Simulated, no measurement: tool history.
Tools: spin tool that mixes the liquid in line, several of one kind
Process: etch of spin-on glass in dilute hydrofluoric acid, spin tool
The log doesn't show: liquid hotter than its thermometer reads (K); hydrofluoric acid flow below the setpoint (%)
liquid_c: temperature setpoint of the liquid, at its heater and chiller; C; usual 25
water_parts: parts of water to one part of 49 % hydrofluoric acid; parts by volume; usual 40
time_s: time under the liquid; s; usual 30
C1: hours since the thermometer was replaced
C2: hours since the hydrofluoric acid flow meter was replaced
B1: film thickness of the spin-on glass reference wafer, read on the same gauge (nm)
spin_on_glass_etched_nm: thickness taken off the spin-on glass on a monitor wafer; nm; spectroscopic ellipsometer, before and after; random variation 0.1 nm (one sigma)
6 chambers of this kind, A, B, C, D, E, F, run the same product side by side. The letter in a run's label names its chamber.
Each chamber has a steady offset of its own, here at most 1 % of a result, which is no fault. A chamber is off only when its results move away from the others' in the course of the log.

{"run": "1D", "hour": 8.9, "liquid_c": 25, "water_parts": 40, "time_s": 30, "C1": 1780.2, "C2": 1066.1, "B1": 29.99, "spin_on_glass_etched_nm": 22.606}
{"run": "2E", "hour": 13.9, "liquid_c": 25, "water_parts": 40, "time_s": 30, "C1": 1420.2, "C2": 802, "B1": 30.005, "spin_on_glass_etched_nm": 22.697}
{"run": "3C", "hour": 22.6, "liquid_c": 25, "water_parts": 40, "time_s": 30, "C1": 1126.6, "C2": 448.3, "B1": 29.994, "spin_on_glass_etched_nm": 22.601}
{"run": "4A", "hour": 26.8, "liquid_c": 25, "water_parts": 40, "time_s": 30, "C1": 1687.6, "C2": 46.3, "B1": 29.978, "spin_on_glass_etched_nm": 22.723}
{"run": "5B", "hour": 35.4, "liquid_c": 29.5, "water_parts": 55, "time_s": 30, "C1": 729.1, "C2": 1068.2, "B1": 30.012, "spin_on_glass_etched_nm": 19.161}
{"run": "6F", "hour": 44.1, "liquid_c": 29.5, "water_parts": 55, "time_s": 30, "C1": 472.5, "C2": 733.1, "B1": 29.997, "spin_on_glass_etched_nm": 19.472}
{"hour": 51.2, "done": "chamber C: hydrofluoric acid flow meter replaced"}
{"run": "7B", "hour": 51.9, "liquid_c": 29.5, "water_parts": 55, "time_s": 30, "C1": 745.6, "C2": 1084.7, "B1": 30.002, "spin_on_glass_etched_nm": 19.305}
{"run": "8F", "hour": 57.1, "liquid_c": 29.5, "water_parts": 55, "time_s": 30, "C1": 485.5, "C2": 746.1, "B1": 30.008, "spin_on_glass_etched_nm": 19.426}
{"run": "9E", "hour": 62.3, "liquid_c": 29.5, "water_parts": 55, "time_s": 30, "C1": 1468.6, "C2": 850.4, "B1": 29.99, "spin_on_glass_etched_nm": 19.32}
{"run": "10A", "hour": 68.5, "liquid_c": 29.5, "water_parts": 55, "time_s": 30, "C1": 1729.3, "C2": 88, "B1": 29.992, "spin_on_glass_etched_nm": 19.362}
{"run": "11C", "hour": 76.0, "liquid_c": 25, "water_parts": 40, "time_s": 30, "C1": 1180, "C2": 24.9, "B1": 29.996, "spin_on_glass_etched_nm": 22.589}
{"run": "12D", "hour": 83.9, "liquid_c": 25, "water_parts": 40, "time_s": 30, "C1": 1855.2, "C2": 1141.1, "B1": 30.002, "spin_on_glass_etched_nm": 22.635}
{"run": "13F", "hour": 88.7, "liquid_c": 25, "water_parts": 25, "time_s": 15, "C1": 517.1, "C2": 777.7, "B1": 29.985, "spin_on_glass_etched_nm": 18.35}
{"run": "14B", "hour": 96.0, "liquid_c": 25, "water_parts": 25, "time_s": 15, "C1": 789.7, "C2": 1128.8, "B1": 29.997, "spin_on_glass_etched_nm": 18.535}
{"run": "15C", "hour": 104.5, "liquid_c": 25, "water_parts": 25, "time_s": 15, "C1": 1208.5, "C2": 53.4, "B1": 29.999, "spin_on_glass_etched_nm": 18.399}
{"run": "16D", "hour": 112.4, "liquid_c": 25, "water_parts": 25, "time_s": 15, "C1": 1883.7, "C2": 1169.6, "B1": 29.999, "spin_on_glass_etched_nm": 18.505}
{"run": "17E", "hour": 119.4, "liquid_c": 25, "water_parts": 25, "time_s": 15, "C1": 1525.7, "C2": 907.5, "B1": 29.983, "spin_on_glass_etched_nm": 18.726}
{"run": "18A", "hour": 126.1, "liquid_c": 25, "water_parts": 25, "time_s": 15, "C1": 1786.9, "C2": 145.6, "B1": 29.998, "spin_on_glass_etched_nm": 18.461}
{"run": "19F", "hour": 132.1, "liquid_c": 25, "water_parts": 40, "time_s": 30, "C1": 560.5, "C2": 821.1, "B1": 30.006, "spin_on_glass_etched_nm": 22.548}
{"run": "20A", "hour": 136.6, "liquid_c": 25, "water_parts": 40, "time_s": 30, "C1": 1797.4, "C2": 156.1, "B1": 30.005, "spin_on_glass_etched_nm": 22.651}
{"run": "21B", "hour": 144.2, "liquid_c": 25, "water_parts": 40, "time_s": 30, "C1": 837.9, "C2": 1177, "B1": 29.999, "spin_on_glass_etched_nm": 22.775}
{"run": "22D", "hour": 148.7, "liquid_c": 25, "water_parts": 40, "time_s": 30, "C1": 1920, "C2": 1205.9, "B1": 30.013, "spin_on_glass_etched_nm": 22.469}
{"hour": 153.1, "done": "chamber A: thermometer replaced"}
{"run": "23C", "hour": 155.4, "liquid_c": 25, "water_parts": 40, "time_s": 30, "C1": 1259.4, "C2": 104.3, "B1": 29.996, "spin_on_glass_etched_nm": 22.589}
{"run": "24E", "hour": 164.0, "liquid_c": 25, "water_parts": 40, "time_s": 30, "C1": 1570.3, "C2": 952.1, "B1": 29.992, "spin_on_glass_etched_nm": 22.579}
{"run": "25B", "hour": 172.9, "liquid_c": 25, "water_parts": 60, "time_s": 40, "C1": 866.6, "C2": 1205.7, "B1": 29.983, "spin_on_glass_etched_nm": 19.864}
{"run": "26D", "hour": 180.2, "liquid_c": 25, "water_parts": 60, "time_s": 40, "C1": 1951.5, "C2": 1237.4, "B1": 30.019, "spin_on_glass_etched_nm": 19.48}
{"run": "27A", "hour": 186.6, "liquid_c": 25, "water_parts": 60, "time_s": 40, "C1": 33.5, "C2": 206.1, "B1": 30.009, "spin_on_glass_etched_nm": 19.646}
{"run": "28E", "hour": 194.6, "liquid_c": 25, "water_parts": 60, "time_s": 40, "C1": 1600.9, "C2": 982.7, "B1": 30.005, "spin_on_glass_etched_nm": 19.554}
{"run": "29F", "hour": 202.7, "liquid_c": 25, "water_parts": 60, "time_s": 40, "C1": 631.1, "C2": 891.7, "B1": 30.002, "spin_on_glass_etched_nm": 19.777}
{"run": "30C", "hour": 208.1, "liquid_c": 25, "water_parts": 60, "time_s": 40, "C1": 1312.1, "C2": 157, "B1": 30.018, "spin_on_glass_etched_nm": 19.481}
{"run": "31C", "hour": 213.9, "liquid_c": 25, "water_parts": 40, "time_s": 30, "C1": 1317.9, "C2": 162.8, "B1": 29.999, "spin_on_glass_etched_nm": 22.774}
{"run": "32B", "hour": 220.8, "liquid_c": 25, "water_parts": 40, "time_s": 30, "C1": 914.5, "C2": 1253.6, "B1": 30.002, "spin_on_glass_etched_nm": 23.294}
{"run": "33F", "hour": 226.0, "liquid_c": 25, "water_parts": 40, "time_s": 30, "C1": 654.4, "C2": 915, "B1": 30.014, "spin_on_glass_etched_nm": 22.789}
{"run": "34D", "hour": 231.4, "liquid_c": 25, "water_parts": 40, "time_s": 30, "C1": 2002.7, "C2": 1288.6, "B1": 30.01, "spin_on_glass_etched_nm": 22.668}
{"run": "35E", "hour": 236.3, "liquid_c": 25, "water_parts": 40, "time_s": 30, "C1": 1642.6, "C2": 1024.4, "B1": 30.003, "spin_on_glass_etched_nm": 22.631}
{"run": "36A", "hour": 245.1, "liquid_c": 25, "water_parts": 40, "time_s": 30, "C1": 92, "C2": 264.6, "B1": 30.007, "spin_on_glass_etched_nm": 22.733}

Is one chamber off against the others, does the gauge drift, or is nothing wrong? If a chamber is off, say which, and what the likeliest cause is.

Chamber B drifts away from the others.
Cause: liquid hotter than its thermometer reads (K) = 1.18.
The log may not tell that from: hydrofluoric acid flow above the setpoint (%).

Here are 4 candidates for chamber B's next run, each the usual settings with a change, their results left as question marks. Which one brings its results back in line with what the others give on the usual settings?
In line means no further than this from the other chambers' mean on the usual settings: spin_on_glass_etched_nm 0.36 nm
{"run": "37B-1", "hour": 251.6, "liquid_c": 26, "water_parts": 40, "time_s": 30, "spin_on_glass_etched_nm": "?"}
{"run": "37B-2", "hour": 251.6, "liquid_c": 23.5, "water_parts": 40, "time_s": 30, "spin_on_glass_etched_nm": "?"}
{"run": "37B-3", "hour": 251.6, "liquid_c": 26.5, "water_parts": 40, "time_s": 30, "spin_on_glass_etched_nm": "?"}
{"run": "37B-4", "hour": 251.6, "liquid_c": 24, "water_parts": 40, "time_s": 30, "spin_on_glass_etched_nm": "?"}

The other chambers' mean on the usual settings: spin_on_glass_etched_nm 22.662 nm
run=37B-1 spin_on_glass_etched_nm=24.581
run=37B-2 spin_on_glass_etched_nm=22.157
run=37B-3 spin_on_glass_etched_nm=25.093
run=37B-4 spin_on_glass_etched_nm=22.627
37B-4 brings the chamber back in line.

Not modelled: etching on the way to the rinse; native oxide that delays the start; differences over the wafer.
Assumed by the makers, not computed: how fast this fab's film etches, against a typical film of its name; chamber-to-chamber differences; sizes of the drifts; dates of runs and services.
